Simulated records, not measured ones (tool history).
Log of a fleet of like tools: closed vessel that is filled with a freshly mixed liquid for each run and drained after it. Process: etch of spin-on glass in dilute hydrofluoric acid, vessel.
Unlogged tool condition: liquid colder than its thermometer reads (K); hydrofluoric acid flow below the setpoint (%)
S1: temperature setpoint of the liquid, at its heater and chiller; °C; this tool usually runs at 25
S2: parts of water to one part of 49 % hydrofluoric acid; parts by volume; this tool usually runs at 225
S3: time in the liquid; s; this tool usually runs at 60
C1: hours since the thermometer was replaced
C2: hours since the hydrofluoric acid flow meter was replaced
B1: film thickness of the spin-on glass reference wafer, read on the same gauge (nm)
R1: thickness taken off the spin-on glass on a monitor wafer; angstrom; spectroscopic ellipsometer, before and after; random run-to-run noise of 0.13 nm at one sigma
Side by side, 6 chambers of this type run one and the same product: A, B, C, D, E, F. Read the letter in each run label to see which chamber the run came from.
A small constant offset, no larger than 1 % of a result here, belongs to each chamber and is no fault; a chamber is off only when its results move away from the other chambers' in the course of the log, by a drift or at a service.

{"run": "1E", "hour": 8.0, "S1": 25, "S2": 225, "S3": 60, "C1": 850.8, "C2": 220.8, "B1": 69.979, "R1": 137.21}
{"run": "2B", "hour": 13.6, "S1": 25, "S2": 225, "S3": 60, "C1": 541.9, "C2": 776.7, "B1": 70.002, "R1": 137.02}
{"run": "3D", "hour": 22.3, "S1": 25, "S2": 225, "S3": 60, "C1": 837.3, "C2": 633.9, "B1": 69.972, "R1": 135.95}
{"run": "4C", "hour": 28.5, "S1": 25, "S2": 225, "S3": 60, "C1": 488.7, "C2": 1341.8, "B1": 69.989, "R1": 135.59}
{"run": "5F", "hour": 40.0, "S1": 25, "S2": 225, "S3": 60, "C1": 493.4, "C2": 2217.9, "B1": 69.961, "R1": 133.66}
{"hour": 42.1, "done": "chamber A: thermometer replaced"}
{"run": "6A", "hour": 45.5, "S1": 25, "S2": 225, "S3": 60, "C1": 3.5, "C2": 809.9, "B1": 70.022, "R1": 136.74}
{"run": "7B", "hour": 52.5, "S1": 25, "S2": 225, "S3": 60, "C1": 580.8, "C2": 815.6, "B1": 70.022, "R1": 136.86}
{"run": "8F", "hour": 60.7, "S1": 25, "S2": 225, "S3": 60, "C1": 514.1, "C2": 2238.6, "B1": 69.98, "R1": 136.83}
{"run": "9E", "hour": 68.6, "S1": 25, "S2": 225, "S3": 60, "C1": 911.4, "C2": 281.4, "B1": 70.03, "R1": 135.45}
{"run": "10D", "hour": 78.5, "S1": 25, "S2": 310, "S3": 90, "C1": 893.5, "C2": 690.1, "B1": 69.978, "R1": 139.15}
{"run": "11C", "hour": 83.7, "S1": 25, "S2": 310, "S3": 90, "C1": 543.9, "C2": 1397.0, "B1": 70.022, "R1": 136.14}
{"run": "12A", "hour": 90.4, "S1": 25, "S2": 310, "S3": 90, "C1": 48.4, "C2": 854.8, "B1": 70.009, "R1": 133.72}
{"run": "13F", "hour": 98.8, "S1": 25, "S2": 310, "S3": 90, "C1": 552.2, "C2": 2276.7, "B1": 70.062, "R1": 139.27}
{"run": "14D", "hour": 108.3, "S1": 25, "S2": 310, "S3": 90, "C1": 923.3, "C2": 719.9, "B1": 70.024, "R1": 134.48}
{"run": "15E", "hour": 116.1, "S1": 25, "S2": 310, "S3": 90, "C1": 958.9, "C2": 328.9, "B1": 70.019, "R1": 134.08}
{"run": "16B", "hour": 123.1, "S1": 25, "S2": 225, "S3": 60, "C1": 651.4, "C2": 886.2, "B1": 69.978, "R1": 137.4}
{"hour": 128.6, "done": "chamber F: hydrofluoric acid flow meter replaced"}
{"run": "17A", "hour": 131.4, "S1": 25, "S2": 225, "S3": 60, "C1": 89.4, "C2": 895.8, "B1": 70.064, "R1": 133.1}
{"hour": 137.0, "done": "chamber D: thermometer replaced"}
{"run": "18C", "hour": 143.5, "S1": 25, "S2": 225, "S3": 60, "C1": 603.7, "C2": 1456.8, "B1": 70.016, "R1": 134.43}
{"run": "19D", "hour": 150.5, "S1": 25, "S2": 225, "S3": 60, "C1": 13.6, "C2": 762.1, "B1": 70.022, "R1": 135.47}
{"run": "20E", "hour": 155.8, "S1": 22, "S2": 225, "S3": 60, "C1": 998.6, "C2": 368.6, "B1": 70.001, "R1": 122.31}
{"run": "21A", "hour": 167.3, "S1": 22, "S2": 225, "S3": 60, "C1": 125.3, "C2": 931.7, "B1": 70.0, "R1": 117.65}
{"run": "22B", "hour": 175.9, "S1": 22, "S2": 225, "S3": 60, "C1": 704.2, "C2": 939.0, "B1": 70.05, "R1": 120.92}
{"run": "23F", "hour": 184.8, "S1": 22, "S2": 225, "S3": 60, "C1": 638.2, "C2": 56.2, "B1": 70.02, "R1": 124.02}
{"hour": 186.8, "done": "chamber C: hydrofluoric acid flow meter replaced"}
{"run": "24C", "hour": 190.3, "S1": 22, "S2": 225, "S3": 60, "C1": 650.5, "C2": 3.6, "B1": 69.981, "R1": 121.64}
{"run": "25F", "hour": 201.5, "S1": 22, "S2": 225, "S3": 60, "C1": 654.9, "C2": 72.9, "B1": 69.974, "R1": 124.18}
{"run": "26A", "hour": 209.5, "S1": 25, "S2": 185, "S3": 60, "C1": 167.5, "C2": 973.9, "B1": 70.03, "R1": 163.59}
{"hour": 217.9, "done": "chamber B: hydrofluoric acid flow meter replaced"}
{"run": "27C", "hour": 220.6, "S1": 25, "S2": 185, "S3": 60, "C1": 680.8, "C2": 33.9, "B1": 69.959, "R1": 176.91}
{"run": "28D", "hour": 227.6, "S1": 25, "S2": 185, "S3": 60, "C1": 90.7, "C2": 839.2, "B1": 69.963, "R1": 173.41}
{"run": "29E", "hour": 236.9, "S1": 25, "S2": 185, "S3": 60, "C1": 1079.7, "C2": 449.7, "B1": 69.965, "R1": 172.29}
{"run": "30B", "hour": 246.6, "S1": 25, "S2": 185, "S3": 60, "C1": 774.9, "C2": 28.8, "B1": 69.973, "R1": 173.91}
{"run": "31F", "hour": 258.4, "S1": 25, "S2": 185, "S3": 60, "C1": 711.8, "C2": 129.8, "B1": 69.992, "R1": 171.57}
{"run": "32E", "hour": 265.2, "S1": 22, "S2": 225, "S3": 80, "C1": 1108.0, "C2": 478.0, "B1": 70.057, "R1": 160.52}
{"run": "33C", "hour": 274.1, "S1": 22, "S2": 225, "S3": 80, "C1": 734.3, "C2": 87.4, "B1": 70.016, "R1": 165.04}
{"run": "34B", "hour": 281.0, "S1": 22, "S2": 225, "S3": 80, "C1": 809.3, "C2": 63.2, "B1": 69.97, "R1": 162.69}
{"run": "35D", "hour": 288.2, "S1": 22, "S2": 225, "S3": 80, "C1": 151.3, "C2": 899.8, "B1": 70.013, "R1": 166.05}
{"run": "36A", "hour": 297.4, "S1": 22, "S2": 225, "S3": 80, "C1": 255.4, "C2": 1061.8, "B1": 70.031, "R1": 150.66}
{"run": "37F", "hour": 308.8, "S1": 22, "S2": 225, "S3": 80, "C1": 762.2, "C2": 180.2, "B1": 69.956, "R1": 164.76}
{"run": "38C", "hour": 318.2, "S1": 25, "S2": 225, "S3": 60, "C1": 778.4, "C2": 131.5, "B1": 70.007, "R1": 138.76}
{"run": "39B", "hour": 329.5, "S1": 25, "S2": 225, "S3": 60, "C1": 857.8, "C2": 111.7, "B1": 69.976, "R1": 136.69}

Decide between three cases: one chamber stands off from its peers, the gauge reading all wafers drifts, or nothing is wrong past each chamber's small offset. Where a chamber is off, say which and what most likely put it there.

Little by little, chamber A moves away from the other chambers.
Most likely cause: hydrofluoric acid flow below the setpoint (%) = 9.48.

Chamber A could run next with any of the 4 candidate recipes listed below; each alters the usual settings, and their results appear as question marks. Which one brings its results back in line with what the other chambers deliver on the usual settings?
Allowed miss from the other chambers' usual-settings mean, per result, to count as in line: R1 4.700 angstrom
{"run": "40A-1", "hour": 338.1, "S1": 25.0, "S2": 245, "S3": 60, "R1": "?"}
{"run": "40A-2", "hour": 338.1, "S1": 25.0, "S2": 250, "S3": 55, "R1": "?"}
{"run": "40A-3", "hour": 338.1, "S1": 25.5, "S2": 190, "S3": 60, "R1": "?"}
{"run": "40A-4", "hour": 338.1, "S1": 28.5, "S2": 225, "S3": 60, "R1": "?"}

On the usual settings, the other chambers give on average: R1 136.520 angstrom
run=40A-1 R1=109.140
run=40A-2 R1=97.474
run=40A-3 R1=153.130
run=40A-4 R1=137.200
Change 40A-4 lands the chamber within the allowed miss of the other chambers.
